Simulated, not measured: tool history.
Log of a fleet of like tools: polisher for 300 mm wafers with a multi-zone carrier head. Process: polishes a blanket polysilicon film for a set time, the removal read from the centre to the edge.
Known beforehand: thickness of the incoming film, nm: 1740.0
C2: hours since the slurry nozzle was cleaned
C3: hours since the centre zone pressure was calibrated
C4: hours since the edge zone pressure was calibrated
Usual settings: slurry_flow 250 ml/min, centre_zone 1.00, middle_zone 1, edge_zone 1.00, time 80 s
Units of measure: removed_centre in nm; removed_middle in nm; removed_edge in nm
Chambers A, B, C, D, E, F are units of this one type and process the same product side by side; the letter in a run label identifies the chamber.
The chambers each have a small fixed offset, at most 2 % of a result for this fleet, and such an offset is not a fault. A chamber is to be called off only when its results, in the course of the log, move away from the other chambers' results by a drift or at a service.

-- day=0.167 chamber E: edge zone pressure recalibrated
run 1E day=0.196 | slurry_flow=250 centre_zone=1.00 middle_zone=1 edge_zone=1.00 time=80 | wafers_polished_on_this_pad=345 C2=337.0 C3=347.9 C4=0.7 | removed_centre=552.52 removed_middle=552.31 removed_edge=558.46
run 2A day=0.354 | slurry_flow=250 centre_zone=1.00 middle_zone=1 edge_zone=1.00 time=80 | wafers_polished_on_this_pad=371 C2=12.0 C3=135.1 C4=481.7 | removed_centre=570.72 removed_middle=554.32 removed_edge=556.06
run 3F day=0.517 | slurry_flow=250 centre_zone=1.00 middle_zone=1 edge_zone=1.00 time=80 | wafers_polished_on_this_pad=809 C2=37.1 C3=874.3 C4=169.9 | removed_centre=565.28 removed_middle=562.50 removed_edge=560.94
run 4C day=0.742 | slurry_flow=250 centre_zone=1.00 middle_zone=1 edge_zone=1.00 time=80 | wafers_polished_on_this_pad=265 C2=345.8 C3=343.4 C4=299.1 | removed_centre=546.22 removed_middle=561.49 removed_edge=559.47
-- day=0.792 chamber E: slurry nozzle cleaned
run 5B day=0.933 | slurry_flow=250 centre_zone=1.00 middle_zone=1 edge_zone=1.00 time=80 | wafers_polished_on_this_pad=456 C2=47.3 C3=669.7 C4=371.8 | removed_centre=565.45 removed_middle=554.10 removed_edge=563.59
run 6D day=1.067 | slurry_flow=250 centre_zone=1.00 middle_zone=1 edge_zone=1.00 time=80 | wafers_polished_on_this_pad=701 C2=91.5 C3=532.3 C4=305.9 | removed_centre=562.33 removed_middle=555.84 removed_edge=550.00
run 7E day=1.262 | slurry_flow=250 centre_zone=1.00 middle_zone=1 edge_zone=1.00 time=80 | wafers_polished_on_this_pad=601 C2=11.3 C3=373.5 C4=26.3 | removed_centre=554.19 removed_middle=555.20 removed_edge=558.33
run 8A day=1.467 | slurry_flow=250 centre_zone=1.00 middle_zone=1 edge_zone=1.00 time=80 | wafers_polished_on_this_pad=638 C2=38.7 C3=161.8 C4=508.4 | removed_centre=564.04 removed_middle=564.82 removed_edge=545.03
run 9F day=1.646 | slurry_flow=250 centre_zone=1.00 middle_zone=1 edge_zone=1.00 time=80 | wafers_polished_on_this_pad=1080 C2=64.2 C3=901.4 C4=197.0 | removed_centre=562.51 removed_middle=552.94 removed_edge=551.22
run 10B day=1.838 | slurry_flow=250 centre_zone=1.00 middle_zone=1 edge_zone=1.00 time=80 | wafers_polished_on_this_pad=673 C2=69.0 C3=691.4 C4=393.5 | removed_centre=564.63 removed_middle=553.71 removed_edge=564.62
run 11D day=2.054 | slurry_flow=250 centre_zone=1.00 middle_zone=1 edge_zone=1.00 time=80 | wafers_polished_on_this_pad=939 C2=115.2 C3=556.0 C4=329.6 | removed_centre=560.21 removed_middle=563.48 removed_edge=563.27
run 12C day=2.221 | slurry_flow=250 centre_zone=1.00 middle_zone=1 edge_zone=1.04 time=71 | wafers_polished_on_this_pad=621 C2=381.3 C3=378.9 C4=334.6 | removed_centre=494.70 removed_middle=499.44 removed_edge=509.64
-- day=2.308 chamber F: worn pad replaced by a new one
run 13A day=2.333 | slurry_flow=250 centre_zone=1.00 middle_zone=1 edge_zone=1.04 time=71 | wafers_polished_on_this_pad=847 C2=59.5 C3=182.6 C4=529.2 | removed_centre=497.57 removed_middle=489.47 removed_edge=503.19
run 14E day=2.575 | slurry_flow=250 centre_zone=1.00 middle_zone=1 edge_zone=1.04 time=71 | wafers_polished_on_this_pad=917 C2=42.8 C3=405.0 C4=57.8 | removed_centre=504.09 removed_middle=490.03 removed_edge=503.55
-- day=2.721 chamber D: worn pad replaced by a new one
run 15D day=2.750 | slurry_flow=250 centre_zone=1.00 middle_zone=1 edge_zone=1.04 time=71 | wafers_polished_on_this_pad=7 C2=131.9 C3=572.7 C4=346.3 | removed_centre=487.01 removed_middle=496.14 removed_edge=499.98
run 16C day=2.979 | slurry_flow=250 centre_zone=1.00 middle_zone=1 edge_zone=1.04 time=71 | wafers_polished_on_this_pad=803 C2=399.5 C3=397.1 C4=352.8 | removed_centre=488.71 removed_middle=493.20 removed_edge=510.05
run 17F day=3.117 | slurry_flow=250 centre_zone=1.00 middle_zone=1 edge_zone=1.04 time=71 | wafers_polished_on_this_pad=194 C2=99.5 C3=936.7 C4=232.3 | removed_centre=495.42 removed_middle=495.31 removed_edge=500.98
run 18B day=3.221 | slurry_flow=250 centre_zone=1.00 middle_zone=1 edge_zone=1.00 time=80 | wafers_polished_on_this_pad=1005 C2=102.2 C3=724.6 C4=426.7 | removed_centre=562.82 removed_middle=543.87 removed_edge=559.51
run 19E day=3.412 | slurry_flow=250 centre_zone=1.00 middle_zone=1 edge_zone=1.00 time=80 | wafers_polished_on_this_pad=1118 C2=62.9 C3=425.1 C4=77.9 | removed_centre=561.58 removed_middle=551.00 removed_edge=553.57
run 20B day=3.608 | slurry_flow=250 centre_zone=1.00 middle_zone=1 edge_zone=1.00 time=80 | wafers_polished_on_this_pad=1098 C2=111.5 C3=733.9 C4=436.0 | removed_centre=565.11 removed_middle=549.25 removed_edge=554.74
run 21C day=3.754 | slurry_flow=250 centre_zone=1.00 middle_zone=1 edge_zone=1.00 time=80 | wafers_polished_on_this_pad=989 C2=418.1 C3=415.7 C4=371.4 | removed_centre=561.35 removed_middle=559.90 removed_edge=565.60
-- day=3.758 chamber B: worn pad replaced by a new one
run 22F day=3.871 | slurry_flow=250 centre_zone=1.00 middle_zone=1 edge_zone=1.00 time=80 | wafers_polished_on_this_pad=376 C2=117.6 C3=954.8 C4=250.4 | removed_centre=561.64 removed_middle=556.13 removed_edge=550.12
run 23D day=3.992 | slurry_flow=250 centre_zone=1.00 middle_zone=1 edge_zone=1.00 time=91 | wafers_polished_on_this_pad=306 C2=161.7 C3=602.5 C4=376.1 | removed_centre=635.49 removed_middle=636.03 removed_edge=628.62
run 24A day=4.229 | slurry_flow=250 centre_zone=1.00 middle_zone=1 edge_zone=1.00 time=91 | wafers_polished_on_this_pad=1302 C2=105.0 C3=228.1 C4=574.7 | removed_centre=630.44 removed_middle=613.68 removed_edge=615.42
-- day=4.375 chamber C: edge zone pressure recalibrated
run 25A day=4.379 | slurry_flow=250 centre_zone=1.00 middle_zone=1 edge_zone=1.00 time=91 | wafers_polished_on_this_pad=1338 C2=108.6 C3=231.7 C4=578.3 | removed_centre=631.12 removed_middle=616.27 removed_edge=616.93
-- day=4.492 chamber E: worn pad replaced by a new one
run 26E day=4.608 | slurry_flow=250 centre_zone=1.00 middle_zone=1 edge_zone=1.00 time=91 | wafers_polished_on_this_pad=28 C2=91.6 C3=453.8 C4=106.6 | removed_centre=646.34 removed_middle=623.58 removed_edge=638.02
run 27F day=4.783 | slurry_flow=250 centre_zone=1.00 middle_zone=1 edge_zone=1.00 time=91 | wafers_polished_on_this_pad=595 C2=139.5 C3=976.7 C4=272.3 | removed_centre=645.94 removed_middle=631.94 removed_edge=635.83
run 28C day=5.021 | slurry_flow=250 centre_zone=1.00 middle_zone=1 edge_zone=1.00 time=91 | wafers_polished_on_this_pad=1293 C2=448.5 C3=446.1 C4=15.5 | removed_centre=631.06 removed_middle=634.05 removed_edge=647.35
-- day=5.142 chamber C: worn pad replaced by a new one
-- day=5.188 chamber C: centre zone pressure recalibrated
run 29D day=5.246 | slurry_flow=250 centre_zone=1.00 middle_zone=1 edge_zone=1.00 time=80 | wafers_polished_on_this_pad=607 C2=191.8 C3=632.6 C4=406.2 | removed_centre=569.00 removed_middle=559.83 removed_edge=552.76
run 30B day=5.392 | slurry_flow=250 centre_zone=1.00 middle_zone=1 edge_zone=1.00 time=71 | wafers_polished_on_this_pad=393 C2=154.3 C3=776.7 C4=478.8 | removed_centre=494.76 removed_middle=493.85 removed_edge=497.68
run 31F day=5.529 | slurry_flow=250 centre_zone=1.00 middle_zone=1 edge_zone=1.00 time=71 | wafers_polished_on_this_pad=774 C2=157.4 C3=994.6 C4=290.2 | removed_centre=499.58 removed_middle=492.17 removed_edge=499.28
run 32A day=5.679 | slurry_flow=250 centre_zone=1.00 middle_zone=1 edge_zone=1.00 time=71 | wafers_polished_on_this_pad=1651 C2=139.8 C3=262.9 C4=609.5 | removed_centre=476.75 removed_middle=476.57 removed_edge=463.74
run 33B day=5.892 | slurry_flow=250 centre_zone=1.00 middle_zone=1 edge_zone=1.00 time=71 | wafers_polished_on_this_pad=513 C2=166.3 C3=788.7 C4=490.8 | removed_centre=496.51 removed_middle=493.09 removed_edge=496.40
run 34C day=6.000 | slurry_flow=250 centre_zone=1.00 middle_zone=1 edge_zone=1.00 time=71 | wafers_polished_on_this_pad=206 C2=472.0 C3=19.5 C4=39.0 | removed_centre=494.29 removed_middle=494.48 removed_edge=498.33
run 35D day=6.162 | slurry_flow=250 centre_zone=1.00 middle_zone=1 edge_zone=1.00 time=71 | wafers_polished_on_this_pad=827 C2=213.8 C3=654.6 C4=428.2 | removed_centre=495.80 removed_middle=501.30 removed_edge=488.60
run 36E day=6.288 | slurry_flow=250 centre_zone=1.00 middle_zone=1 edge_zone=1.00 time=80 | wafers_polished_on_this_pad=431 C2=131.9 C3=494.1 C4=146.9 | removed_centre=548.86 removed_middle=550.92 removed_edge=563.79
run 37E day=6.483 | slurry_flow=250 centre_zone=1.00 middle_zone=1 edge_zone=1.00 time=80 | wafers_polished_on_this_pad=478 C2=136.6 C3=498.8 C4=151.6 | removed_centre=565.21 removed_middle=556.92 removed_edge=565.67
run 38B day=6.725 | slurry_flow=250 centre_zone=0.90 middle_zone=1 edge_zone=1.00 time=80 | wafers_polished_on_this_pad=713 C2=186.3 C3=808.7 C4=510.8 | removed_centre=504.49 removed_middle=546.27 removed_edge=560.87
run 39D day=6.892 | slurry_flow=250 centre_zone=0.90 middle_zone=1 edge_zone=1.00 time=80 | wafers_polished_on_this_pad=1003 C2=231.3 C3=672.1 C4=445.7 | removed_centre=494.96 removed_middle=560.16 removed_edge=551.10
run 40A day=7.071 | slurry_flow=250 centre_zone=0.90 middle_zone=1 edge_zone=1.00 time=80 | wafers_polished_on_this_pad=1985 C2=173.2 C3=296.3 C4=642.9 | removed_centre=475.79 removed_middle=529.69 removed_edge=529.72
run 41C day=7.300 | slurry_flow=250 centre_zone=0.90 middle_zone=1 edge_zone=1.00 time=80 | wafers_polished_on_this_pad=519 C2=503.2 C3=50.7 C4=70.2 | removed_centre=497.14 removed_middle=554.69 removed_edge=568.76

Next, every chamber runs the same settings. What will each give?
run 42A day=7.475 | slurry_flow=250 centre_zone=0.92 middle_zone=1 edge_zone=1.00 time=80 | removed_centre=? removed_middle=? removed_edge=?
run 42B day=7.475 | slurry_flow=250 centre_zone=0.92 middle_zone=1 edge_zone=1.00 time=80 | removed_centre=? removed_middle=? removed_edge=?
run 42C day=7.475 | slurry_flow=250 centre_zone=0.92 middle_zone=1 edge_zone=1.00 time=80 | removed_centre=? removed_middle=? removed_edge=?
run 42D day=7.475 | slurry_flow=250 centre_zone=0.92 middle_zone=1 edge_zone=1.00 time=80 | removed_centre=? removed_middle=? removed_edge=?
run 42E day=7.475 | slurry_flow=250 centre_zone=0.92 middle_zone=1 edge_zone=1.00 time=80 | removed_centre=? removed_middle=? removed_edge=?
run 42F day=7.475 | slurry_flow=250 centre_zone=0.92 middle_zone=1 edge_zone=1.00 time=80 | removed_centre=? removed_middle=? removed_edge=?

run=42A removed_centre=482.55 removed_middle=528.65 removed_edge=524.29
run=42B removed_centre=513.20 removed_middle=558.02 removed_edge=562.72
run=42C removed_centre=501.94 removed_middle=560.23 removed_edge=557.62
run=42D removed_centre=508.67 removed_middle=549.33 removed_edge=538.13
run=42E removed_centre=502.52 removed_middle=561.05 removed_edge=555.43
run=42F removed_centre=518.43 removed_middle=554.90 removed_edge=554.79
